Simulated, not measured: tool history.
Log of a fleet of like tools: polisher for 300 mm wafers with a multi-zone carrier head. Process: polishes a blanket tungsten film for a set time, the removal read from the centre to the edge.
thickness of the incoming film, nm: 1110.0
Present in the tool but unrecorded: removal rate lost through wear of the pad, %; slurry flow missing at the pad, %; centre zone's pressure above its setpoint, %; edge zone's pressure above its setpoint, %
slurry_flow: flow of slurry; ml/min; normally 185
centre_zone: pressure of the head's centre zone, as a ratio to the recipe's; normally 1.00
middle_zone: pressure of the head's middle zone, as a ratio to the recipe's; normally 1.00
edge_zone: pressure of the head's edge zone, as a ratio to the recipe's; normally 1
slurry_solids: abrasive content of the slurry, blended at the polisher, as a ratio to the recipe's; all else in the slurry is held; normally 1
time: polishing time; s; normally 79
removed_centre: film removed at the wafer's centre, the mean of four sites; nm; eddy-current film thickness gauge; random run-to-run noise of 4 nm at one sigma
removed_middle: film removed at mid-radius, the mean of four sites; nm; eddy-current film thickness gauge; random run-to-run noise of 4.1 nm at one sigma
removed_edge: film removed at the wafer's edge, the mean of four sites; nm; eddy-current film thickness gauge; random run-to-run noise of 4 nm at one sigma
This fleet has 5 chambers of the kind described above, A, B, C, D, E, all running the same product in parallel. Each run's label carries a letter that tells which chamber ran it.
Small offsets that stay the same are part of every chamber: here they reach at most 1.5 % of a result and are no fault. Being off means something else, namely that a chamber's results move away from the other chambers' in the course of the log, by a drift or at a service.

run	hour	slurry_flow	centre_zone	middle_zone	edge_zone	slurry_solids	time	wafers polished on this pad	hours since the slurry nozzle was cleaned	hours since the centre zone pressure was calibrated	hours since the edge zone pressure was calibrated	removed_centre	removed_middle	removed_edge
1D	2.8	185	1.00	1.00	1	1	79	599	94.4	1069.5	502.7	342.67	336.67	339.26
# hour 6.6: chamber A: centre zone pressure recalibrated
2E	7.1	185	1.00	1.00	1	1	79	388	72.5	331.9	477.9	339.00	337.45	342.35
3C	9.8	185	1.00	1.00	1	1	79	342	431.5	130.3	11.6	331.54	334.39	333.02
4A	12.7	185	1.00	1.00	1	1	79	203	55.6	6.2	393.1	340.67	335.33	343.04
5B	15.3	185	1.00	1.00	1	1	79	244	410.4	1242.1	48.7	335.26	339.63	343.69
6D	19.2	185	1.00	1.00	1	1	79	718	110.8	1085.9	519.1	339.63	338.14	336.95
7C	21.9	155	1.00	0.95	1	1	79	429	443.6	142.4	23.7	327.03	312.19	319.42
8B	25.0	155	1.00	0.95	1	1	79	314	420.1	1251.8	58.4	335.18	315.71	340.49
9E	27.8	155	1.00	0.95	1	1	79	538	93.2	352.6	498.6	339.55	307.12	327.04
10A	30.8	155	1.00	0.95	1	1	79	334	73.7	24.3	411.2	323.88	306.26	331.43
11B	33.0	155	1.00	0.95	1	1	79	371	428.1	1259.8	66.4	333.07	314.01	335.09
12E	37.1	185	1.00	1.00	1	1	79	605	102.5	361.9	507.9	354.61	335.77	336.79
13C	41.0	185	1.00	0.94	1	1	79	567	462.7	161.5	42.8	336.95	323.26	341.15
14A	45.3	185	1.00	0.94	1	1	79	439	88.2	38.8	425.7	338.66	315.97	333.44
15D	48.7	185	1.00	0.94	1	1	79	931	140.3	1115.4	548.6	341.81	318.90	338.37
16D	50.6	185	1.00	0.94	1	1	79	945	142.2	1117.3	550.5	340.75	324.46	336.48
17E	54.2	185	1.00	0.94	1	1	79	728	119.6	379.0	525.0	364.43	319.81	335.50
18B	57.4	185	1.00	1.00	1	1	79	548	452.5	1284.2	90.8	334.66	338.57	342.13
19A	61.6	185	1.00	1.00	1	1	79	556	104.5	55.1	442.0	336.50	332.37	340.55
20C	65.1	185	1.00	1.00	1	1	79	741	486.8	185.6	66.9	343.37	334.65	337.30
21E	67.2	185	1.00	1.00	1	1	79	822	132.6	392.0	538.0	366.34	335.73	327.32
22D	70.0	185	1.00	1.00	1	1	79	1085	161.6	1136.7	569.9	341.37	338.05	337.20
23A	73.7	185	1.00	1.00	1	1	79	644	116.6	67.2	454.1	332.84	332.67	335.94
24C	76.3	185	1.00	1.00	1	1	79	822	498.0	196.8	78.1	336.50	337.95	332.12
# hour 78.4: chamber B: worn pad replaced by a new one
25B	78.6	135	1.07	1.00	1	1	79	1	473.7	1305.4	112.0	340.14	326.48	324.99
26A	82.1	135	1.07	1.00	1	1	79	705	125.0	75.6	462.5	340.71	306.02	329.22
27C	85.6	135	1.07	1.00	1	1	79	889	507.3	206.1	87.4	343.45	316.28	324.49
28D	89.1	135	1.07	1.00	1	1	79	1223	180.7	1155.8	589.0	342.47	324.70	327.19
29B	92.0	135	1.07	1.00	1	1	79	98	487.1	1318.8	125.4	349.94	323.96	324.59
30E	94.1	185	1.00	1.00	1	1	79	1016	159.5	418.9	564.9	376.53	339.83	334.19
31E	98.1	185	1.00	1.00	1	1	79	1045	163.5	422.9	568.9	376.67	337.88	340.62
32C	101.2	185	1.00	1.00	1	1	79	1002	522.9	221.7	103.0	332.88	339.25	331.04

One chamber off, gauge drift, or nothing amiss beyond the chambers' own small offsets? If it is a chamber, which one, and what is the likeliest cause?

Chamber E drifts away from the others.
What lies behind it: centre zone's pressure above its setpoint, % = 11.

Chamber E could run next with any of the 4 candidate recipes listed below; each alters the usual settings, and their results appear as question marks. Which one brings its results back in line with what the other chambers deliver on the usual settings?
In line here means within this much of the mean the other chambers give on the usual settings: removed_centre 14.00 nm; removed_middle 14.00 nm; removed_edge 14.00 nm
33E-1	104.3	180	0.91	1.03	1.03	1	78					?	?	?
33E-2	104.3	190	1.09	0.97	0.97	1	80					?	?	?
33E-3	104.3	180	0.97	1.01	1.01	1	79					?	?	?
33E-4	104.3	190	1.03	0.99	0.99	1	79					?	?	?

Average result of the remaining chambers running the usual settings: removed_centre 338.56 nm; removed_middle 337.30 nm; removed_edge 337.98 nm
run	removed_centre	removed_middle	removed_edge
33E-1	335.34	340.93	338.14
33E-2	423.22	333.29	338.50
33E-3	364.36	338.94	339.02
33E-4	392.98	335.54	337.76
The answer is 33E-1, which returns the chamber to within the allowed miss of the others.
